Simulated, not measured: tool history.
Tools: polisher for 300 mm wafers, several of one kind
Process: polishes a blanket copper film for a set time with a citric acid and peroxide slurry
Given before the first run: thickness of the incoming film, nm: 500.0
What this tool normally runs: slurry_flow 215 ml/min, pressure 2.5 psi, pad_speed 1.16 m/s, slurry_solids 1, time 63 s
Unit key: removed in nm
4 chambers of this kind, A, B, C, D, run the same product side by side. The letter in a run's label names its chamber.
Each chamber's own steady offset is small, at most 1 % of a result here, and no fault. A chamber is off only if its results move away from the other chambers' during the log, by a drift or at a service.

| run | day | slurry_flow | pressure | pad_speed | slurry_solids | time | removed |
|---|---|---|---|---|---|---|---|
| 1A | 0.208 | 215 | 2.5 | 1.16 | 1 | 63 | 115.31 |
| 2D | 0.442 | 215 | 2.5 | 1.16 | 1 | 63 | 117.01 |
|  | 0.571 | chamber B: worn pad replaced by a new one |
| 3C | 0.629 | 215 | 2.5 | 1.16 | 1 | 63 | 115.07 |
| 4B | 0.812 | 215 | 2.5 | 1.16 | 1 | 63 | 114.88 |
|  | 0.921 | chamber A: worn pad replaced by a new one |
| 5B | 1.075 | 215 | 2.5 | 1.16 | 1 | 63 | 115.63 |
| 6A | 1.321 | 215 | 2.5 | 1.16 | 1 | 63 | 114.71 |
|  | 1.425 | chamber C: slurry blender recalibrated |
| 7D | 1.6 | 215 | 2.5 | 1.16 | 1 | 63 | 115.52 |
| 8C | 1.912 | 215 | 2.5 | 1.16 | 1 | 63 | 114.73 |
| 9B | 2.175 | 215 | 2.5 | 1.16 | 1 | 63 | 116.48 |
|  | 2.404 | chamber D: slurry blender recalibrated |
| 10C | 2.492 | 215 | 2.5 | 1.16 | 1 | 63 | 116.09 |
|  | 2.521 | chamber D: slurry nozzle cleaned |
| 11D | 2.654 | 215 | 2.5 | 1.16 | 1 | 63 | 116.3 |
| 12A | 2.808 | 215 | 2.5 | 1.16 | 1 | 63 | 116.53 |
| 13A | 3.129 | 215 | 2.5 | 1.16 | 1 | 63 | 117.2 |
|  | 3.225 | chamber D: head pressure recalibrated |
| 14D | 3.454 | 215 | 2.5 | 1.16 | 1 | 63 | 110.06 |
| 15C | 3.642 | 215 | 2.5 | 1.16 | 1 | 63 | 115.92 |
| 16B | 3.792 | 215 | 2.5 | 1.16 | 1 | 63 | 115.92 |
| 17C | 4.008 | 215 | 2.5 | 1.16 | 1 | 63 | 116.59 |
| 18B | 4.3 | 215 | 2.5 | 1.16 | 1 | 63 | 116.65 |
| 19D | 4.488 | 215 | 2.5 | 1.16 | 1 | 63 | 110.46 |
|  | 4.596 | chamber A: head pressure recalibrated |
|  | 4.729 | chamber A: worn pad replaced by a new one |
| 20A | 4.8 | 215 | 2.5 | 1.16 | 1 | 63 | 116.28 |
| 21C | 4.946 | 215 | 2.5 | 1.16 | 1 | 63 | 113.56 |
| 22D | 5.204 | 215 | 2.5 | 1.16 | 1 | 63 | 110.24 |
| 23A | 5.4 | 215 | 2.5 | 1.16 | 1 | 63 | 115.38 |
|  | 5.525 | chamber C: worn pad replaced by a new one |
| 24B | 5.712 | 215 | 2.5 | 1.16 | 1 | 63 | 115.52 |
|  | 5.962 | chamber D: worn pad replaced by a new one |
| 25D | 5.975 | 215 | 2.5 | 1.16 | 1 | 63 | 109.61 |
| 26C | 6.262 | 215 | 2.5 | 1.16 | 1 | 63 | 115.48 |
| 27B | 6.571 | 215 | 2.5 | 1.16 | 1 | 63 | 115.74 |
| 28A | 6.775 | 215 | 2.5 | 1.16 | 1 | 63 | 115.46 |
| 29A | 6.942 | 215 | 2.5 | 1.16 | 1 | 63 | 116.05 |
| 30D | 7.15 | 215 | 2.5 | 1.16 | 1 | 63 | 110.12 |
| 31B | 7.312 | 215 | 2.5 | 1.16 | 1 | 63 | 116.42 |
| 32C | 7.533 | 215 | 2.5 | 1.16 | 1 | 63 | 115.8 |

Which is it: a chamber that has drifted or been left off by a service, a gauge drift common to all chambers, or only each chamber's usual small offset? If a chamber is off, name it and its likeliest cause.

A service on chamber D put it out of line with the rest.
What lies behind it: head's pressure below its setpoint, % = 5.62.

Below are 4 candidate recipes for chamber D's next run, each the usual settings with a change, their results shown as question marks. Which of them brings D's results back in line with what the other chambers give on the usual settings?
In line means no further than this from the other chambers' mean on the usual settings: removed 3 nm
| 33D-1 | 7.767 | 215 | 2.5 | 1.16 | 0.65 | 63 | ? |
| 33D-2 | 7.767 | 215 | 2.5 | 1.22 | 1 | 63 | ? |
| 33D-3 | 7.767 | 150 | 2.5 | 1.16 | 1 | 63 | ? |
| 33D-4 | 7.767 | 215 | 2.6 | 1.2 | 1 | 65 | ? |

Other chambers, usual settings, mean: removed 115.63 nm
| run | removed |
|---|---|
| 33D-1 | 101.28 |
| 33D-2 | 116.55 |
| 33D-3 | 105.09 |
| 33D-4 | 122.85 |
The answer is 33D-2, which returns the chamber to within the allowed miss of the others.
